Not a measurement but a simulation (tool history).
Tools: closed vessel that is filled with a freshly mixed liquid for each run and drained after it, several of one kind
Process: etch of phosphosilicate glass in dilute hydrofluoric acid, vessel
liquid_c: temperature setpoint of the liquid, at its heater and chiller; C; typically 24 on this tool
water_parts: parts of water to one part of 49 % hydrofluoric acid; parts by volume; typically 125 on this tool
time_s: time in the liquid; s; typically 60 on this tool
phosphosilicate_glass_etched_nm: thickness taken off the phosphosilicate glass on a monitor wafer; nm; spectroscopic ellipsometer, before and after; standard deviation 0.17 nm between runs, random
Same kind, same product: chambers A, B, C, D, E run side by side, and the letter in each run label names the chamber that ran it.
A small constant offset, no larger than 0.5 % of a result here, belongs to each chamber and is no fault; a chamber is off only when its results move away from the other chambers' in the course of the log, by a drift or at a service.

run	hour	liquid_c	water_parts	time_s	read-back film thickness of the phosphosilicate glass reference wafer, read on the same gauge (nm)	phosphosilicate_glass_etched_nm
1A	11.8	24	125	60	140.03	27.863
2B	24	24	125	60	140	27.668
3D	32.2	24	125	60	140	28.067
4C	45.5	24	125	60	140	27.914
5E	56.9	24	125	60	140	27.947
6B	65.6	24	125	60	140.01	27.873
7A	78.2	21	175	60	140	16.684
8E	89.7	21	175	60	139.99	16.82
# hour 92.9: chamber C: thermometer replaced
# hour 96.4: chamber B: thermometer replaced
9D	96.5	21	175	60	139.98	16.604
10C	103.1	21	175	60	139.97	16.936
11E	112.7	21	175	60	140	16.858
12C	123.9	24	125	60	139.99	28.122
13D	130.9	27	125	70	139.97	36.087
14A	141	27	125	70	140	36.41
15B	153.6	27	125	70	139.99	36.963
16D	163	27	125	70	139.98	36.635
17E	173.4	27	125	70	140	36.462
# hour 174.2: chamber C: hydrofluoric acid flow meter replaced
18C	185.3	24	125	60	140.02	28.297
19A	193.1	24	125	60	139.98	27.27
20B	202.8	24	125	60	139.99	28.067
21A	215.9	24	125	60	140.03	26.895
22B	226.5	24	125	60	140.02	28.068
23C	239.2	24	125	60	140.02	28.056
24D	246.3	19	125	30	139.99	11.406
25E	257.1	19	125	30	140	11.439
26E	264.6	19	125	30	140.03	11.308
27B	270.7	19	125	30	139.97	11.489
28A	281.4	19	125	30	140	10.709
29D	294.2	24	125	60	140.02	28.154
30C	300.8	24	125	60	139.98	28.182
31D	308.9	24	125	60	139.96	27.621
32C	316.7	24	125	60	140.01	27.984

Read the log: is a single chamber off, either drifting away or since a service, is the gauge that measures every chamber drifting, or is nothing wrong beyond small per-chamber offsets? Name any odd chamber and what most likely caused it.

It is chamber A that slowly wanders off from its peers.
What lies behind it: hydrofluoric acid flow below the setpoint (%) = 6.4.
It could be hard to tell apart here from: liquid colder than its thermometer reads (K).

Below are 4 candidate recipes for chamber A's next run, each the usual settings with a change, their results shown as question marks. Which of them brings A's results back in line with what the other chambers give on the usual settings?
Allowed miss from the other chambers' usual-settings mean, per result, to count as in line: phosphosilicate_glass_etched_nm 0.59 nm
33A-1	326.4	20.5	125	60		?
33A-2	326.4	22	125	60		?
33A-3	326.4	24	125	65		?
33A-4	326.4	24	110	60		?

Average result of the remaining chambers running the usual settings: phosphosilicate_glass_etched_nm 27.959 nm
run	phosphosilicate_glass_etched_nm
33A-1	22.522
33A-2	23.924
33A-3	28.057
33A-4	29.968
33A-3 is the one that brings the chamber's results back in line with the other chambers.

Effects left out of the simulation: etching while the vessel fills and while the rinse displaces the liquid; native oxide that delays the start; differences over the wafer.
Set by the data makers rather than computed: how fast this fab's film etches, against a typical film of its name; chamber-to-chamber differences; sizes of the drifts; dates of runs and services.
